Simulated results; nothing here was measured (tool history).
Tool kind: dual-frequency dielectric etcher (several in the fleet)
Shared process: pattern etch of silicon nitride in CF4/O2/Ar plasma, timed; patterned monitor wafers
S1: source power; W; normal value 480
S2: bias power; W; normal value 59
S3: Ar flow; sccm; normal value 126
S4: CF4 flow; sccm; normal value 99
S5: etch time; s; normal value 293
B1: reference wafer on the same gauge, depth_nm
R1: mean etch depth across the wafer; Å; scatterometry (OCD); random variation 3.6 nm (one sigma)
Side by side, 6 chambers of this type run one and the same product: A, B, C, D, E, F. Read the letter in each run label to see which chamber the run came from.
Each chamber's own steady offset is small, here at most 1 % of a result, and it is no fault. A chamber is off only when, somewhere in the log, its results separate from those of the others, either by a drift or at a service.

run 1E hour=6.8 | S1=480 S2=59 S3=126 S4=99 S5=293 | B1=479.65 | R1=5539.0
run 2A hour=14.5 | S1=480 S2=59 S3=126 S4=99 S5=293 | B1=480.02 | R1=5577.4
run 3B hour=20.4 | S1=480 S2=59 S3=126 S4=99 S5=293 | B1=480.58 | R1=5535.2
run 4F hour=29.1 | S1=480 S2=59 S3=126 S4=99 S5=293 | B1=480.34 | R1=5513.1
run 5C hour=40.7 | S1=480 S2=59 S3=126 S4=99 S5=293 | B1=479.75 | R1=5443.1
run 6D hour=47.1 | S1=480 S2=59 S3=126 S4=99 S5=293 | B1=479.60 | R1=5545.3
run 7C hour=57.0 | S1=480 S2=59 S3=126 S4=99 S5=293 | B1=480.35 | R1=5492.5
run 8A hour=65.0 | S1=480 S2=59 S3=126 S4=99 S5=293 | B1=480.47 | R1=5451.0
run 9E hour=71.5 | S1=410 S2=59 S3=116 S4=99 S5=293 | B1=479.27 | R1=4900.0
-- hour=78.7 chamber B: wet clean of the chamber
run 10B hour=78.9 | S1=410 S2=59 S3=116 S4=99 S5=293 | B1=480.65 | R1=4946.6
run 11D hour=89.0 | S1=410 S2=59 S3=116 S4=99 S5=293 | B1=480.19 | R1=4945.4
run 12F hour=95.5 | S1=410 S2=59 S3=116 S4=99 S5=293 | B1=480.08 | R1=4935.7
-- hour=101.7 chamber B: bias power generator calibrated
run 13C hour=103.6 | S1=410 S2=59 S3=116 S4=99 S5=293 | B1=480.27 | R1=4840.5
run 14A hour=113.1 | S1=410 S2=59 S3=116 S4=99 S5=293 | B1=480.39 | R1=4895.1
run 15F hour=125.2 | S1=480 S2=59 S3=126 S4=99 S5=293 | B1=480.35 | R1=5503.3
-- hour=127.6 chamber C: wet clean of the chamber
run 16E hour=136.8 | S1=480 S2=59 S3=149 S4=78 S5=293 | B1=479.60 | R1=5305.3
run 17D hour=143.6 | S1=480 S2=59 S3=149 S4=78 S5=293 | B1=479.68 | R1=5264.2
run 18B hour=149.8 | S1=480 S2=59 S3=149 S4=78 S5=293 | B1=480.57 | R1=5263.1
-- hour=156.6 chamber A: wet clean of the chamber
run 19B hour=160.1 | S1=480 S2=59 S3=149 S4=78 S5=293 | B1=480.67 | R1=5292.7
run 20E hour=167.8 | S1=480 S2=59 S3=149 S4=78 S5=293 | B1=478.89 | R1=5272.2
run 21A hour=180.5 | S1=480 S2=59 S3=149 S4=78 S5=293 | B1=480.74 | R1=5244.0
run 22C hour=186.8 | S1=480 S2=59 S3=126 S4=99 S5=293 | B1=480.31 | R1=5324.1
run 23F hour=197.3 | S1=480 S2=59 S3=126 S4=99 S5=293 | B1=480.26 | R1=5579.2
-- hour=201.4 chamber A: bias power generator calibrated
run 24D hour=210.5 | S1=480 S2=59 S3=126 S4=99 S5=293 | B1=480.28 | R1=5582.3
run 25D hour=218.3 | S1=480 S2=59 S3=126 S4=99 S5=293 | B1=480.63 | R1=5527.5
-- hour=224.0 chamber D: source power generator calibrated
run 26E hour=224.3 | S1=480 S2=59 S3=126 S4=99 S5=293 | B1=480.40 | R1=5636.4
run 27B hour=231.2 | S1=480 S2=59 S3=126 S4=99 S5=293 | B1=479.97 | R1=5605.6
-- hour=235.4 chamber C: source power generator calibrated
run 28A hour=241.6 | S1=480 S2=59 S3=126 S4=99 S5=293 | B1=479.59 | R1=5542.7
run 29C hour=252.7 | S1=480 S2=59 S3=126 S4=99 S5=293 | B1=479.53 | R1=5331.3
-- hour=258.1 chamber E: Ar flow controller replaced
run 30F hour=260.7 | S1=480 S2=59 S3=126 S4=99 S5=293 | B1=480.34 | R1=5562.4
run 31F hour=271.4 | S1=480 S2=59 S3=126 S4=99 S5=293 | B1=480.49 | R1=5586.1
-- hour=273.4 chamber B: source power generator calibrated
run 32D hour=278.5 | S1=480 S2=59 S3=126 S4=99 S5=293 | B1=480.16 | R1=5508.1
run 33C hour=291.8 | S1=480 S2=59 S3=126 S4=99 S5=293 | B1=480.01 | R1=5378.1
-- hour=296.2 chamber E: wet clean of the chamber
run 34E hour=297.8 | S1=480 S2=59 S3=126 S4=99 S5=293 | B1=480.61 | R1=5568.6
run 35B hour=307.3 | S1=480 S2=59 S3=126 S4=99 S5=293 | B1=480.65 | R1=5557.2
run 36A hour=318.2 | S1=480 S2=59 S3=126 S4=99 S5=293 | B1=480.29 | R1=5520.3

Which is it: a chamber that has drifted or been left off by a service, a gauge drift common to all chambers, or only each chamber's usual small offset? If a chamber is off, name it and its likeliest cause.

The work done on chamber C during a service left it standing apart from the others.
Most likely cause: etch rate under this chamber's usual, % = 3.35.

Chamber C could run next with any of the 4 candidate recipes listed below; each alters the usual settings, and their results appear as question marks. Which one brings its results back in line with what the other chambers deliver on the usual settings?
To be in line, a result may differ from the other chambers' mean on the usual settings by at most: R1 130.0 Å
run 37C-1 hour=327.9 | S1=480 S2=59 S3=126 S4=99 S5=281.5 | R1=?
run 37C-2 hour=327.9 | S1=470 S2=58 S3=127 S4=99 S5=278.0 | R1=?
run 37C-3 hour=327.9 | S1=490 S2=59 S3=126 S4=99 S5=300.5 | R1=?
run 37C-4 hour=327.9 | S1=480 S2=60 S3=126 S4=99 S5=315.0 | R1=?

Usual-settings mean across the other chambers: R1 5549.2 Å
run=37C-1 R1=5129.5
run=37C-2 R1=4937.5
run=37C-3 R1=5572.4
run=37C-4 R1=5778.6
Change 37C-3 lands the chamber within the allowed miss of the other chambers.
